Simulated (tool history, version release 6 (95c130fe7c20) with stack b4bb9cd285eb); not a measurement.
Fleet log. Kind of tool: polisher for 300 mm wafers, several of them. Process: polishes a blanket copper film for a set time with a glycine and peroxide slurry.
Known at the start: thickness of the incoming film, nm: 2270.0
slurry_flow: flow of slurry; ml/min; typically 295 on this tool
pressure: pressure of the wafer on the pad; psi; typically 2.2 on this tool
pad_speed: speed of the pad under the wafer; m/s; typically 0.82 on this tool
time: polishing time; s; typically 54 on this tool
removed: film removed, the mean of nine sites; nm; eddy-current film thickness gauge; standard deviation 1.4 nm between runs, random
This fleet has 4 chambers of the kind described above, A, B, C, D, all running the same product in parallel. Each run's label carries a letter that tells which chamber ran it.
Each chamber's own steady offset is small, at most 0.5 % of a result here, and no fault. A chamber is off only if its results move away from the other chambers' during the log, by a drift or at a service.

run     day  slurry_flow  pressure  pad_speed  time  wafers polished on this pad  hours since the slurry nozzle was cleaned  hours since the head pressure was calibrated  removed
      0.267  -- chamber B: head pressure recalibrated
 1C   0.408          295       2.2       0.82    54                           86                                      444.5                                         422.6   181.05
      0.525  -- chamber D: head pressure recalibrated
 2A   0.729          295       2.2       0.82    54                          731                                      230.9                                           816   175.94
 3D   1.279          295       2.2       0.82    54                          610                                      141.9                                          18.1   179.52
 4B   1.658          295       2.2       0.82    54                          674                                      411.1                                          33.4   178.37
 5A    2.15          295       2.2       0.82    54                         1024                                        265                                         850.1   178.08
 6C   2.496          295       2.2       0.82    54                          517                                      494.6                                         472.7   180.39
 7B   3.033          295       2.2       0.82    54                          958                                      444.1                                          66.4   178.49
      3.117  -- chamber B: worn pad replaced by a new one
 8D   3.608          295       2.2       0.82    54                         1091                                      197.8                                            74   175.85
      3.792  -- chamber A: worn pad replaced by a new one
      3.812  -- chamber D: slurry nozzle cleaned
      3.879  -- chamber C: worn pad replaced by a new one
 9B   3.979          295       2.2       0.82    54                          178                                      466.8                                          89.1   179.27
10D   4.433          295       2.2       0.82    54                         1262                                         15                                          93.8   174.52
11C   4.867          295       2.2       0.82    54                          204                                      551.5                                         529.6   180.85
      5.275  -- chamber B: slurry nozzle cleaned
12A   5.475          295       2.2       0.82    54                          348                                      344.8                                         929.9   178.44
13B   5.942          295       2.2       0.82    54                          583                                       16.1                                         136.2   178.43
14C   6.354          295       2.2       0.82    54                          511                                      587.2                                         565.3    178.9
      6.717  -- chamber A: head pressure recalibrated
      6.771  -- chamber B: worn pad replaced by a new one
15D   6.833          295       2.2       0.94    54                         1757                                       72.6                                         151.4   191.09
        7.1  -- chamber C: worn pad replaced by a new one
16A   7.292          295       2.2       0.94    54                          723                                      388.4                                          13.8   196.46
17C   7.633          295       2.2       0.94    54                          110                                      617.9                                           596    202.5
18B   8.233          295       2.2       0.94    54                          302                                       71.1                                         191.2   199.39
19D   8.721          295       2.2       0.82    54                         2147                                      117.9                                         196.7   167.95
20A   9.071          295       2.2       0.82    54                         1090                                      431.1                                          56.5    177.5
21B   9.421          295       2.2       0.82    54                          547                                       99.6                                         219.7   179.47
22D   9.725          295       2.2       0.82    54                         2354                                        142                                         220.8   166.71
23A  10.221          295       2.2       0.82    54                         1328                                      458.7                                          84.1   178.13
24C  10.517          295       2.2       0.82    54                          705                                      687.1                                         665.2   180.78
     10.675  -- chamber C: worn pad replaced by a new one
     10.708  -- chamber B: worn pad replaced by a new one
25B   10.85          295       2.2       0.82    54                           29                                      133.9                                           254   180.34
     10.996  -- chamber A: worn pad replaced by a new one
     11.188  -- chamber D: slurry nozzle cleaned
26C  11.438          295       2.2       0.82    54                          158                                      709.2                                         687.3   180.64
27D  12.033          295       2.2       0.82    54                         2831                                       20.4                                         276.2   164.04
28A  12.317          295       2.2       0.82    54                          273                                        509                                         134.4   177.35
29C  12.708          260       2.2       0.66    54                          420                                      739.7                                         717.8   152.15
30B  13.262          260       2.2       0.66    54                          527                                      191.8                                         311.9   150.48
31D  13.671          260       2.2       0.66    54                         3169                                       59.7                                         315.5   136.91
32A  14.129          260       2.2       0.66    54                          647                                      552.5                                         177.9   150.05
33A  14.646          295       2.2       0.82    54                          754                                      564.9                                         190.3   178.59

One chamber off, gauge drift, or nothing amiss beyond the chambers' own small offsets? If it is a chamber, which one, and what is the likeliest cause?

One chamber, D, drifts off from the rest bit by bit.
What lies behind it: removal rate lost through wear of the pad, % = 9.82.
The log might look much the same if the cause were instead: head's pressure below its setpoint, %.

Here are 4 candidates for chamber D's next run, each the usual settings with a change, their results left as question marks. Which one brings its results back in line with what the others give on the usual settings?
In-line tolerance around the mean of the other chambers on the usual settings: removed 4.8 nm
34D-1  15.088          300       2.5       0.82    54                                                                                                                              ?
34D-2  15.088          300       2.2       0.82    65                                                                                                                              ?
34D-3  15.088          290         2       0.82    48                                                                                                                              ?
34D-4  15.088          295       2.2       0.78    50                                                                                                                              ?

Mean of the other chambers on the usual settings: removed 178.97 nm
  run  removed
34D-1   176.77
34D-2   193.06
34D-3   132.44
34D-4   142.75
The answer is 34D-1, which returns the chamber to within the allowed miss of the others.
